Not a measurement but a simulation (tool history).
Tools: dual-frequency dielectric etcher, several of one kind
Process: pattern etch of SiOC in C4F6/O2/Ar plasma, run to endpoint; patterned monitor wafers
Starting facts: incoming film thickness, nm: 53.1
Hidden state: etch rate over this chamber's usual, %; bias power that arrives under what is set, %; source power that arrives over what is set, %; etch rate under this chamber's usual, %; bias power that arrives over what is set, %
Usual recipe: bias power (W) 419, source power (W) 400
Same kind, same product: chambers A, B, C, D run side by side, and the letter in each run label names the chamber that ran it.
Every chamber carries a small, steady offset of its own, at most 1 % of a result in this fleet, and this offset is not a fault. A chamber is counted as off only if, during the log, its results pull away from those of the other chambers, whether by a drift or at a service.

run	hour	bias power (W)	source power (W)	hours since the last wet clean	hours since the last bias power generator calibration	hours since the last source power generator calibration	endpoint time (s)
1A	13.0	419	400	215.0	1590.5	2428.8	18.979
2D	23.1	419	400	80.7	188.1	762.8	19.137
3C	34.8	419	400	435.4	1327.7	1199.7	19.097
4B	42.1	419	400	53.2	1098.0	2186.8	19.062
# hour 42.9: chamber C: wet clean of the chamber
5C	49.4	483	360	6.5	1342.3	1214.3	18.853
6B	61.2	483	360	72.3	1117.1	2205.9	18.840
7D	69.4	483	360	127.0	234.4	809.1	18.911
8A	76.3	483	360	278.3	1653.8	2492.1	18.927
9A	89.0	419	400	291.0	1666.5	2504.8	19.088
10B	99.9	419	400	111.0	1155.8	2244.6	19.056
11D	111.0	419	490	168.6	276.0	850.7	17.415
12C	122.8	419	490	79.9	1415.7	1287.7	17.658
13D	130.8	419	490	188.4	295.8	870.5	17.571
14B	142.1	419	490	153.2	1198.0	2286.8	17.507
15C	152.6	419	400	109.7	1445.5	1317.5	19.177
16A	164.2	419	400	366.2	1741.7	2580.0	19.015
17C	171.9	419	400	129.0	1464.8	1336.8	19.285
18D	184.6	419	400	242.2	349.6	924.3	19.026
19B	193.9	419	490	205.0	1249.8	2338.6	17.543
20A	201.5	419	490	403.5	1779.0	2617.3	17.742
21C	211.7	419	490	168.8	1504.6	1376.6	17.614
22A	224.2	419	490	426.2	1801.7	2640.0	17.926
23B	236.1	419	400	247.2	1292.0	2380.8	18.894
24D	245.6	419	400	303.2	410.6	985.3	19.108

Next, every chamber runs the same settings. What will each give?
25A	255.0	454	400				?
25B	255.0	454	400				?
25C	255.0	454	400				?
25D	255.0	454	400				?

run	endpoint time (s)
25A	18.614
25B	18.412
25C	18.501
25D	18.393
